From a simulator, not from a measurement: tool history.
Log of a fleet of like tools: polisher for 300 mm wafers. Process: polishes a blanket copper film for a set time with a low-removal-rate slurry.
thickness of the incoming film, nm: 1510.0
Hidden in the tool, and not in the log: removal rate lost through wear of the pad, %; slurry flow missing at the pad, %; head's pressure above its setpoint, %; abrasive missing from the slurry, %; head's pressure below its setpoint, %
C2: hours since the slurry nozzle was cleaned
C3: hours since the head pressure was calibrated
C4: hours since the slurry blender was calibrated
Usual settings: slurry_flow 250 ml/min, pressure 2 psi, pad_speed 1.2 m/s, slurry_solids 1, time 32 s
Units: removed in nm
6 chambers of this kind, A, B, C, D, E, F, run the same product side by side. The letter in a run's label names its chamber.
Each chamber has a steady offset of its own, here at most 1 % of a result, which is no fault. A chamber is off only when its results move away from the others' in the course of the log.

{"hour": 0.7, "done": "chamber E: slurry nozzle cleaned"}
{"run": "1C", "hour": 4.0, "slurry_flow": 250, "pressure": 2, "pad_speed": 1.2, "slurry_solids": 1, "time": 32, "wafers polished on this pad": 358, "C2": 233.3, "C3": 316.6, "C4": 78.5, "removed": 64.332}
{"run": "2A", "hour": 7.0, "slurry_flow": 250, "pressure": 2, "pad_speed": 1.2, "slurry_solids": 1, "time": 32, "wafers polished on this pad": 596, "C2": 233, "C3": 133.9, "C4": 319, "removed": 64.415}
{"run": "3E", "hour": 12.6, "slurry_flow": 250, "pressure": 2, "pad_speed": 1.2, "slurry_solids": 1, "time": 32, "wafers polished on this pad": 264, "C2": 11.9, "C3": 390.9, "C4": 120.9, "removed": 64.661}
{"hour": 13.1, "done": "chamber C: slurry blender recalibrated"}
{"run": "4F", "hour": 15.2, "slurry_flow": 250, "pressure": 2, "pad_speed": 1.2, "slurry_solids": 1, "time": 32, "wafers polished on this pad": 965, "C2": 100.5, "C3": 46.7, "C4": 57.1, "removed": 65.719}
{"run": "5D", "hour": 18.0, "slurry_flow": 250, "pressure": 1.6, "pad_speed": 1.6, "slurry_solids": 1, "time": 32, "wafers polished on this pad": 373, "C2": 585.5, "C3": 708.7, "C4": 35.4, "removed": 68.99}
{"run": "6B", "hour": 22.0, "slurry_flow": 250, "pressure": 1.6, "pad_speed": 1.6, "slurry_solids": 1, "time": 32, "wafers polished on this pad": 691, "C2": 146.7, "C3": 828, "C4": 220.3, "removed": 68.637}
{"hour": 23.7, "done": "chamber D: worn pad replaced by a new one"}
{"hour": 26.7, "done": "chamber F: worn pad replaced by a new one"}
{"run": "7B", "hour": 27.4, "slurry_flow": 250, "pressure": 1.6, "pad_speed": 1.6, "slurry_solids": 1, "time": 32, "wafers polished on this pad": 776, "C2": 152.1, "C3": 833.4, "C4": 225.7, "removed": 67.941}
{"run": "8D", "hour": 32.4, "slurry_flow": 250, "pressure": 1.6, "pad_speed": 1.6, "slurry_solids": 1, "time": 32, "wafers polished on this pad": 137, "C2": 599.9, "C3": 723.1, "C4": 49.8, "removed": 68.77}
{"hour": 33.6, "done": "chamber A: slurry blender recalibrated"}
{"hour": 34.6, "done": "chamber A: worn pad replaced by a new one"}
{"run": "9E", "hour": 37.4, "slurry_flow": 250, "pressure": 1.6, "pad_speed": 1.6, "slurry_solids": 1, "time": 32, "wafers polished on this pad": 652, "C2": 36.7, "C3": 415.7, "C4": 145.7, "removed": 69.644}
{"run": "10C", "hour": 40.3, "slurry_flow": 250, "pressure": 1.6, "pad_speed": 1.6, "slurry_solids": 1, "time": 32, "wafers polished on this pad": 926, "C2": 269.6, "C3": 352.9, "C4": 27.3, "removed": 69.562}
{"hour": 44.4, "done": "chamber E: slurry blender recalibrated"}
{"hour": 44.8, "done": "chamber B: slurry blender recalibrated"}
{"run": "11F", "hour": 45.0, "slurry_flow": 250, "pressure": 2, "pad_speed": 1.2, "slurry_solids": 1, "time": 32, "wafers polished on this pad": 286, "C2": 130.3, "C3": 76.5, "C4": 86.9, "removed": 65.589}
{"run": "12A", "hour": 48.8, "slurry_flow": 250, "pressure": 2, "pad_speed": 1.2, "slurry_solids": 1, "time": 32, "wafers polished on this pad": 223, "C2": 274.8, "C3": 175.7, "C4": 15.2, "removed": 65.495}
{"run": "13D", "hour": 54.6, "slurry_flow": 250, "pressure": 2, "pad_speed": 1.2, "slurry_solids": 1, "time": 32, "wafers polished on this pad": 484, "C2": 622.1, "C3": 745.3, "C4": 72, "removed": 64.709}
{"run": "14C", "hour": 60.3, "slurry_flow": 250, "pressure": 2, "pad_speed": 1.2, "slurry_solids": 1, "time": 32, "wafers polished on this pad": 1238, "C2": 289.6, "C3": 372.9, "C4": 47.3, "removed": 63.814}
{"hour": 61.2, "done": "chamber D: worn pad replaced by a new one"}
{"run": "15F", "hour": 65.8, "slurry_flow": 250, "pressure": 2, "pad_speed": 1.2, "slurry_solids": 1, "time": 32, "wafers polished on this pad": 611, "C2": 151.1, "C3": 97.3, "C4": 107.7, "removed": 65.397}
{"hour": 68.7, "done": "chamber C: worn pad replaced by a new one"}
{"run": "16E", "hour": 68.8, "slurry_flow": 250, "pressure": 2, "pad_speed": 1.2, "slurry_solids": 1, "time": 32, "wafers polished on this pad": 1143, "C2": 68.1, "C3": 447.1, "C4": 24.4, "removed": 65.575}
{"hour": 70.7, "done": "chamber B: worn pad replaced by a new one"}
{"run": "17B", "hour": 72.6, "slurry_flow": 250, "pressure": 2, "pad_speed": 1.08, "slurry_solids": 1, "time": 39, "wafers polished on this pad": 29, "C2": 197.3, "C3": 878.6, "C4": 27.8, "removed": 71.144}
{"run": "18A", "hour": 77.7, "slurry_flow": 250, "pressure": 2, "pad_speed": 1.08, "slurry_solids": 1, "time": 39, "wafers polished on this pad": 674, "C2": 303.7, "C3": 204.6, "C4": 44.1, "removed": 70.888}
{"hour": 81.0, "done": "chamber E: worn pad replaced by a new one"}
{"run": "19C", "hour": 82.8, "slurry_flow": 250, "pressure": 2, "pad_speed": 1.08, "slurry_solids": 1, "time": 39, "wafers polished on this pad": 221, "C2": 312.1, "C3": 395.4, "C4": 69.8, "removed": 70.738}
{"run": "20A", "hour": 87.4, "slurry_flow": 250, "pressure": 2, "pad_speed": 1.08, "slurry_solids": 1, "time": 39, "wafers polished on this pad": 826, "C2": 313.4, "C3": 214.3, "C4": 53.8, "removed": 71.385}
{"hour": 89.0, "done": "chamber D: worn pad replaced by a new one"}
{"run": "21B", "hour": 90.8, "slurry_flow": 250, "pressure": 2, "pad_speed": 1.08, "slurry_solids": 1, "time": 39, "wafers polished on this pad": 314, "C2": 215.5, "C3": 896.8, "C4": 46, "removed": 70.245}
{"hour": 92.8, "done": "chamber B: slurry nozzle cleaned"}
{"hour": 93.0, "done": "chamber F: worn pad replaced by a new one"}
{"hour": 93.4, "done": "chamber B: head pressure recalibrated"}
{"run": "22E", "hour": 96.3, "slurry_flow": 250, "pressure": 2, "pad_speed": 1.08, "slurry_solids": 1, "time": 39, "wafers polished on this pad": 240, "C2": 95.6, "C3": 474.6, "C4": 51.9, "removed": 69.763}
{"run": "23F", "hour": 99.6, "slurry_flow": 250, "pressure": 2, "pad_speed": 1.2, "slurry_solids": 1, "time": 32, "wafers polished on this pad": 104, "C2": 184.9, "C3": 131.1, "C4": 141.5, "removed": 64.934}
{"run": "24D", "hour": 102.9, "slurry_flow": 250, "pressure": 2, "pad_speed": 1.2, "slurry_solids": 1, "time": 32, "wafers polished on this pad": 217, "C2": 670.4, "C3": 793.6, "C4": 120.3, "removed": 64.861}
{"hour": 104.9, "done": "chamber A: worn pad replaced by a new one"}
{"run": "25F", "hour": 107.9, "slurry_flow": 250, "pressure": 2, "pad_speed": 1.2, "slurry_solids": 1, "time": 32, "wafers polished on this pad": 233, "C2": 193.2, "C3": 139.4, "C4": 149.8, "removed": 65.574}
{"run": "26D", "hour": 112.9, "slurry_flow": 250, "pressure": 2, "pad_speed": 1.2, "slurry_solids": 1, "time": 32, "wafers polished on this pad": 373, "C2": 680.4, "C3": 803.6, "C4": 130.3, "removed": 65.196}
{"hour": 113.1, "done": "chamber F: slurry blender recalibrated"}
{"run": "27E", "hour": 117.6, "slurry_flow": 250, "pressure": 2, "pad_speed": 1.2, "slurry_solids": 1, "time": 32, "wafers polished on this pad": 573, "C2": 116.9, "C3": 495.9, "C4": 73.2, "removed": 64.679}
{"hour": 120.2, "done": "chamber C: slurry blender recalibrated"}
{"hour": 120.4, "done": "chamber C: slurry nozzle cleaned"}
{"run": "28A", "hour": 122.4, "slurry_flow": 250, "pressure": 2, "pad_speed": 1.2, "slurry_solids": 1, "time": 32, "wafers polished on this pad": 274, "C2": 348.4, "C3": 249.3, "C4": 88.8, "removed": 64.725}
{"hour": 125.0, "done": "chamber D: slurry nozzle cleaned"}
{"hour": 125.4, "done": "chamber D: worn pad replaced by a new one"}
{"run": "29C", "hour": 127.2, "slurry_flow": 250, "pressure": 2, "pad_speed": 1.2, "slurry_solids": 1, "time": 32, "wafers polished on this pad": 915, "C2": 6.9, "C3": 439.8, "C4": 7, "removed": 65.438}
{"run": "30B", "hour": 130.0, "slurry_flow": 250, "pressure": 2, "pad_speed": 1.2, "slurry_solids": 1, "time": 32, "wafers polished on this pad": 927, "C2": 37.3, "C3": 36.7, "C4": 85.2, "removed": 65.341}
{"run": "31D", "hour": 133.6, "slurry_flow": 250, "pressure": 2, "pad_speed": 1.2, "slurry_solids": 1, "time": 32, "wafers polished on this pad": 129, "C2": 8.7, "C3": 824.3, "C4": 151, "removed": 65.669}
{"run": "32B", "hour": 137.9, "slurry_flow": 250, "pressure": 2, "pad_speed": 1.2, "slurry_solids": 1, "time": 32, "wafers polished on this pad": 1050, "C2": 45.2, "C3": 44.6, "C4": 93.1, "removed": 64.473}
{"hour": 140.1, "done": "chamber C: worn pad replaced by a new one"}
{"run": "33A", "hour": 141.5, "slurry_flow": 250, "pressure": 2, "pad_speed": 1.2, "slurry_solids": 1, "time": 32, "wafers polished on this pad": 573, "C2": 367.5, "C3": 268.4, "C4": 107.9, "removed": 64.066}
{"run": "34C", "hour": 146.7, "slurry_flow": 250, "pressure": 1.5, "pad_speed": 1.2, "slurry_solids": 1, "time": 32, "wafers polished on this pad": 104, "C2": 26.4, "C3": 459.3, "C4": 26.5, "removed": 48.784}
{"run": "35F", "hour": 151.4, "slurry_flow": 250, "pressure": 1.5, "pad_speed": 1.2, "slurry_solids": 1, "time": 32, "wafers polished on this pad": 913, "C2": 236.7, "C3": 182.9, "C4": 38.3, "removed": 49.283}
{"run": "36E", "hour": 154.4, "slurry_flow": 250, "pressure": 1.5, "pad_speed": 1.2, "slurry_solids": 1, "time": 32, "wafers polished on this pad": 1148, "C2": 153.7, "C3": 532.7, "C4": 110, "removed": 49.118}

What goes on in this fleet: one chamber off, a drifting gauge, or nothing beyond the chambers' own small offsets? Name the chamber and the cause, if any.

No chamber stands off beyond its own small offset, and the gauge holds steady.
